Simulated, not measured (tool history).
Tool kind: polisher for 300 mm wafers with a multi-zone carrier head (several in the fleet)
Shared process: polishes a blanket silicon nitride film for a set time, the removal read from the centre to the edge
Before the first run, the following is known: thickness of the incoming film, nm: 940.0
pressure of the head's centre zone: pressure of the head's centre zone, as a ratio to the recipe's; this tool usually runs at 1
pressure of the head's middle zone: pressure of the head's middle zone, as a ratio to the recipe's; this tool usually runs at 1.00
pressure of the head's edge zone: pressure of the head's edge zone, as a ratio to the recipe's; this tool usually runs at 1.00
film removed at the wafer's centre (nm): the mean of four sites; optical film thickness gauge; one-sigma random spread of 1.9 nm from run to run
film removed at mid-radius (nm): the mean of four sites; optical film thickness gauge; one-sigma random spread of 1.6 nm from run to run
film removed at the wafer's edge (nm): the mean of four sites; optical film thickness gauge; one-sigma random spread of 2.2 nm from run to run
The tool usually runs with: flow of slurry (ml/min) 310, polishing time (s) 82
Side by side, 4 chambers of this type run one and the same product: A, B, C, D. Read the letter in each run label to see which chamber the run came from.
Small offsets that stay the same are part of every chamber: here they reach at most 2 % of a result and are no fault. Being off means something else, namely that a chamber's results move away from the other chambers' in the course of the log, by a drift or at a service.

run	day	flow of slurry (ml/min)	pressure of the head's centre zone	pressure of the head's middle zone	pressure of the head's edge zone	polishing time (s)	film removed at the wafer's centre (nm)	film removed at mid-radius (nm)	film removed at the wafer's edge (nm)
1A	0.225	310	1	1.00	1.00	82	203.98	204.57	206.66
2C	0.483	310	1	1.00	1.00	82	208.89	207.76	208.55
# day 0.617: chamber C: edge zone pressure recalibrated
3D	0.808	310	1	1.00	1.00	82	209.24	203.83	206.15
4B	1.204	310	1	1.00	1.00	82	204.29	207.31	207.89
5A	1.562	310	1	1.00	1.00	82	208.63	200.55	208.23
6D	1.892	310	1	1.00	1.00	82	205.85	206.99	203.66
7C	2.279	310	1	1.00	1.00	82	209.74	208.17	207.09
8B	2.583	310	1	1.00	1.00	82	204.45	204.84	206.96
# day 2.600: chamber A: slurry nozzle cleaned
# day 2.683: chamber A: worn pad replaced by a new one
9B	2.888	310	1	1.00	1.00	82	202.18	204.00	207.89
10D	3.125	310	1	1.00	1.00	82	206.22	205.72	208.57
11C	3.538	310	1	1.00	1.00	82	208.90	206.93	205.80
# day 3.562: chamber B: slurry nozzle cleaned
12A	4.004	310	1	1.00	1.00	82	207.06	204.60	204.99
13C	4.246	310	1	1.00	1.00	82	210.84	206.75	206.53
14D	4.554	310	1	0.91	0.92	82	205.01	188.48	199.29
# day 4.838: chamber C: worn pad replaced by a new one
15B	4.912	310	1	0.91	0.92	82	197.30	182.01	195.00
16A	5.133	310	1	0.91	0.92	82	209.48	185.71	194.91
# day 5.250: chamber B: centre zone pressure recalibrated
17C	5.458	310	1	0.91	0.92	82	208.71	188.75	198.64
18A	5.825	310	1	1.00	1.00	82	207.54	204.08	207.40
19B	6.129	310	1	1.00	1.00	82	197.27	197.34	201.49
# day 6.271: chamber D: worn pad replaced by a new one
20D	6.438	310	1	1.00	1.00	82	210.16	209.56	210.12
# day 6.500: chamber A: edge zone pressure recalibrated
21B	6.854	310	1	1.00	1.00	82	199.00	197.29	199.48
22A	7.096	310	1	1.00	1.00	82	206.77	203.22	208.93
23C	7.379	310	1	1.00	1.00	82	208.54	207.94	205.01
24D	7.742	310	1	1.00	1.00	82	208.93	210.34	206.92
# day 7.988: chamber A: worn pad replaced by a new one
# day 8.171: chamber D: slurry nozzle cleaned
25C	8.196	310	1	1.00	1.00	82	209.57	202.91	210.63
26A	8.438	310	1	1.00	1.00	82	207.56	203.91	208.91
27B	8.850	310	1	1.00	1.00	82	197.77	194.73	195.23
# day 8.938: chamber C: slurry nozzle cleaned
28D	9.058	310	1	1.00	1.00	82	209.60	209.72	208.97
29C	9.521	310	1	0.91	1.00	93	235.95	214.49	238.40
30A	9.783	310	1	0.91	1.00	93	233.36	214.15	234.37
31D	10.125	310	1	0.91	1.00	93	238.60	216.41	233.01
32B	10.354	310	1	0.91	1.00	93	218.80	195.67	218.37
33D	10.812	415	1	1.00	1.00	82	214.78	209.71	212.67

Read the log: is a single chamber off, either drifting away or since a service, is the gauge that measures every chamber drifting, or is nothing wrong beyond small per-chamber offsets? Name any odd chamber and what most likely caused it.

It is chamber B that slowly wanders off from its peers.
Most likely cause: removal rate lost through wear of the pad, % = 8.05.

Here are 4 candidates for chamber B's next run, each the usual settings with a change, their results left as question marks. Which one brings its results back in line with what the others give on the usual settings?
Counts as in line when no further than this from what the other chambers average on the usual settings: film removed at the wafer's centre (nm) 6.80; film removed at mid-radius (nm) 5.60; film removed at the wafer's edge (nm) 7.80
34B-1	11.146	315	1.02	1.01	0.99	96	?	?	?
34B-2	11.146	315	1.01	1.01	1.00	88	?	?	?
34B-3	11.146	305	0.98	0.99	1.01	70	?	?	?
34B-4	11.146	305	0.99	0.99	1.00	76	?	?	?

Mean of the other chambers on the usual settings: film removed at the wafer's centre (nm) 208.26; film removed at mid-radius (nm) 205.88; film removed at the wafer's edge (nm) 207.27
run	film removed at the wafer's centre (nm)	film removed at mid-radius (nm)	film removed at the wafer's edge (nm)
34B-1	228.29	223.16	224.86
34B-2	207.05	204.57	207.22
34B-3	158.87	159.28	165.36
34B-4	174.39	172.93	178.59
The right change is 34B-2: it brings the chamber back within the allowed miss of the others.
